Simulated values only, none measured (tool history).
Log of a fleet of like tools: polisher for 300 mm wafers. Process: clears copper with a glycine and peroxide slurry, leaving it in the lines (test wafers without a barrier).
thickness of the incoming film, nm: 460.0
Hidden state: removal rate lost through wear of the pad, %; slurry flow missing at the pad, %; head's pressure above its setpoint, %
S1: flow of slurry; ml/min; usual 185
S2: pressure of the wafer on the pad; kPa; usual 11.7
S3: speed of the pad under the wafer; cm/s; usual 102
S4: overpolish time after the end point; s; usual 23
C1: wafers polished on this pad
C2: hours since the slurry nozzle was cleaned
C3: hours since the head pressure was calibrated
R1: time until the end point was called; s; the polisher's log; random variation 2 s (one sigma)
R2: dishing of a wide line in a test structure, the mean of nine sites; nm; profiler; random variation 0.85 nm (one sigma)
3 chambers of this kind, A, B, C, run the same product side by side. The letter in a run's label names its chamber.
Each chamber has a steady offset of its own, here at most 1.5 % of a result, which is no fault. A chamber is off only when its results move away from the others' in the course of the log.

run,hour,S1,S2,S3,S4,C1,C2,C3,R1,R2
# hour 3.4: chamber C: worn pad replaced by a new one
1B,4.6,185,11.7,102,23,374,52.2,839.4,100.97,54.704
2C,8.8,185,11.7,102,23,35,339.5,1286,100.16,55.084
3A,12,185,11.7,102,23,669,315.1,232.8,102.99,54.37
4C,16.8,185,11.7,102,23,87,347.5,1294,103.89,54.484
# hour 18.5: chamber B: worn pad replaced by a new one
5A,19.8,185,11.7,102,23,719,322.9,240.6,100.84,53.797
6B,22.1,185,11.7,102,23,23,69.7,856.9,106.27,53.255
7C,24.9,185,11.7,82,23,140,355.6,1302.1,121.62,50.909
8B,27.3,185,11.7,82,23,57,74.9,862.1,128.47,50.884
9A,31,185,11.7,82,23,792,334.1,251.8,122.35,48.615
# hour 31.4: chamber A: slurry nozzle cleaned
10B,33.9,185,11.7,102,23,100,81.5,868.7,104.74,53.56
11C,38,185,11.7,102,23,225,368.7,1315.2,101.87,54.91
12A,40.4,185,11.7,102,23,853,9,261.2,104.16,55.048
# hour 43.6: chamber A: worn pad replaced by a new one
13B,44.4,185,11.7,78,23,168,92,879.2,122.95,46.879
14A,48,185,11.7,78,23,28,16.6,268.8,127.8,48.163
15C,50.8,185,11.7,78,23,308,381.5,1328,122.93,50.216
16C,54.9,185,11.7,102,23,335,385.6,1332.1,104.48,53.49
17A,57.6,185,11.7,102,23,91,26.2,278.4,104.54,54.913
18B,61.8,185,11.7,102,23,281,109.4,896.6,109.23,53.915
19C,64.6,185,11.7,102,23,398,395.3,1341.8,104.44,55.566
20A,69.5,185,11.7,102,23,168,38.1,290.3,103.13,53.617
21B,73.6,185,11.7,102,23,358,121.2,908.4,105.3,55.102
22C,76.6,185,15.2,136,23,476,407.3,1353.8,68.596,69.262
23B,80.1,185,15.2,136,23,401,127.7,914.9,68.621,67.272

Is one chamber off against the others, does the gauge drift, or is nothing wrong? If a chamber is off, say which, and what the likeliest cause is.

No chamber stands off beyond its own small offset, and the gauge holds steady.

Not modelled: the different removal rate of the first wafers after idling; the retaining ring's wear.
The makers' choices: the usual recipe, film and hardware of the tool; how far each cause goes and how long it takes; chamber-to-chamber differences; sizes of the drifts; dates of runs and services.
